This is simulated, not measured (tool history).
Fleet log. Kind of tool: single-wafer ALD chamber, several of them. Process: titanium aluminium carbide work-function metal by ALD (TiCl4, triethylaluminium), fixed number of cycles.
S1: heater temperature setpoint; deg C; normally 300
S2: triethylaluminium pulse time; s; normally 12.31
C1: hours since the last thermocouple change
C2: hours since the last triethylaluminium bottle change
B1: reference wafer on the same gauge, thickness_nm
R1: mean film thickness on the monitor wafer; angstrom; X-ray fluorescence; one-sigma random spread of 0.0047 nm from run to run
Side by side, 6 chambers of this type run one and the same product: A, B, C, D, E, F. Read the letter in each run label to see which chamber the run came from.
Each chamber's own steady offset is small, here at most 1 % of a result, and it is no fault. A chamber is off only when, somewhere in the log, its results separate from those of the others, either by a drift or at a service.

-- hour=2.7 chamber D: triethylaluminium bottle replaced
run 1D hour=11.5 | S1=300 S2=12.31 | C1=835.4 C2=8.9 | B1=1.6502 | R1=20.189
run 2B hour=19.3 | S1=300 S2=12.31 | C1=868.5 C2=144.6 | B1=1.6506 | R1=20.386
run 3F hour=30.4 | S1=300 S2=12.31 | C1=357.0 C2=877.0 | B1=1.6501 | R1=20.327
run 4A hour=42.0 | S1=300 S2=12.31 | C1=598.5 C2=226.3 | B1=1.6497 | R1=20.456
run 5C hour=55.4 | S1=300 S2=12.31 | C1=1168.4 C2=382.2 | B1=1.6497 | R1=20.237
run 6E hour=64.6 | S1=300 S2=12.31 | C1=1397.2 C2=769.7 | B1=1.6494 | R1=20.455
run 7E hour=74.8 | S1=300 S2=12.31 | C1=1407.4 C2=779.9 | B1=1.6498 | R1=20.442
run 8D hour=85.1 | S1=300 S2=12.31 | C1=909.0 C2=82.5 | B1=1.6505 | R1=20.163
run 9F hour=99.0 | S1=300 S2=12.31 | C1=425.6 C2=945.6 | B1=1.6500 | R1=20.233
run 10C hour=107.4 | S1=300 S2=12.31 | C1=1220.4 C2=434.2 | B1=1.6491 | R1=20.296
run 11B hour=116.3 | S1=300 S2=12.31 | C1=965.5 C2=241.6 | B1=1.6513 | R1=20.289
run 12A hour=123.1 | S1=307 S2=8.17 | C1=679.6 C2=307.4 | B1=1.6504 | R1=20.176
run 13F hour=130.9 | S1=307 S2=8.17 | C1=457.5 C2=977.5 | B1=1.6492 | R1=19.982
run 14B hour=145.0 | S1=307 S2=8.17 | C1=994.2 C2=270.3 | B1=1.6506 | R1=19.991
run 15D hour=157.4 | S1=307 S2=8.17 | C1=981.3 C2=154.8 | B1=1.6499 | R1=19.867
run 16E hour=168.7 | S1=307 S2=8.17 | C1=1501.3 C2=873.8 | B1=1.6500 | R1=20.143
run 17A hour=180.2 | S1=307 S2=8.17 | C1=736.7 C2=364.5 | B1=1.6501 | R1=20.138
run 18C hour=192.7 | S1=300 S2=12.31 | C1=1305.7 C2=519.5 | B1=1.6505 | R1=20.183
run 19A hour=204.6 | S1=300 S2=12.31 | C1=761.1 C2=388.9 | B1=1.6503 | R1=20.366
run 20C hour=213.0 | S1=300 S2=12.31 | C1=1326.0 C2=539.8 | B1=1.6501 | R1=20.249
run 21D hour=226.6 | S1=300 S2=12.31 | C1=1050.5 C2=224.0 | B1=1.6500 | R1=20.216
run 22E hour=234.0 | S1=300 S2=12.31 | C1=1566.6 C2=939.1 | B1=1.6502 | R1=20.429
-- hour=239.4 chamber B: thermocouple changed; heater temperature recalibrated
run 23F hour=247.9 | S1=300 S2=12.31 | C1=574.5 C2=1094.5 | B1=1.6492 | R1=20.406
run 24B hour=257.6 | S1=300 S2=12.31 | C1=18.3 C2=382.9 | B1=1.6504 | R1=20.390
run 25F hour=264.2 | S1=300 S2=12.31 | C1=590.8 C2=1110.8 | B1=1.6501 | R1=20.252
run 26D hour=272.1 | S1=300 S2=12.31 | C1=1096.0 C2=269.5 | B1=1.6507 | R1=20.238
-- hour=275.7 chamber C: thermocouple changed; heater temperature recalibrated
run 27C hour=284.5 | S1=300 S2=12.31 | C1=8.9 C2=611.3 | B1=1.6514 | R1=20.258
run 28A hour=296.4 | S1=300 S2=12.31 | C1=852.9 C2=480.7 | B1=1.6500 | R1=20.459
run 29E hour=308.5 | S1=300 S2=12.31 | C1=1641.1 C2=1013.6 | B1=1.6499 | R1=20.539
run 30B hour=318.9 | S1=300 S2=12.31 | C1=79.6 C2=444.2 | B1=1.6501 | R1=20.320
run 31C hour=332.4 | S1=308 S2=12.31 | C1=56.8 C2=659.2 | B1=1.6503 | R1=20.944
run 32B hour=339.0 | S1=308 S2=12.31 | C1=99.7 C2=464.3 | B1=1.6484 | R1=21.073
-- hour=345.4 chamber E: triethylaluminium bottle replaced
run 33A hour=351.1 | S1=308 S2=12.31 | C1=907.6 C2=535.4 | B1=1.6504 | R1=21.198
run 34F hour=363.7 | S1=308 S2=12.31 | C1=690.3 C2=1210.3 | B1=1.6495 | R1=20.957
run 35D hour=373.7 | S1=308 S2=12.31 | C1=1197.6 C2=371.1 | B1=1.6494 | R1=20.937
run 36E hour=385.9 | S1=308 S2=12.31 | C1=1718.5 C2=40.5 | B1=1.6508 | R1=21.061
run 37C hour=398.2 | S1=300 S2=12.31 | C1=122.6 C2=725.0 | B1=1.6501 | R1=20.322
run 38A hour=410.3 | S1=314 S2=10.42 | C1=966.8 C2=594.6 | B1=1.6514 | R1=21.383
run 39E hour=418.6 | S1=314 S2=10.42 | C1=1751.2 C2=73.2 | B1=1.6498 | R1=21.503

Decide between three cases: one chamber stands off from its peers, the gauge reading all wafers drifts, or nothing is wrong past each chamber's small offset. Where a chamber is off, say which and what most likely put it there.

Nothing is wrong: each chamber keeps only its own small, steady offset and the gauge holds still.
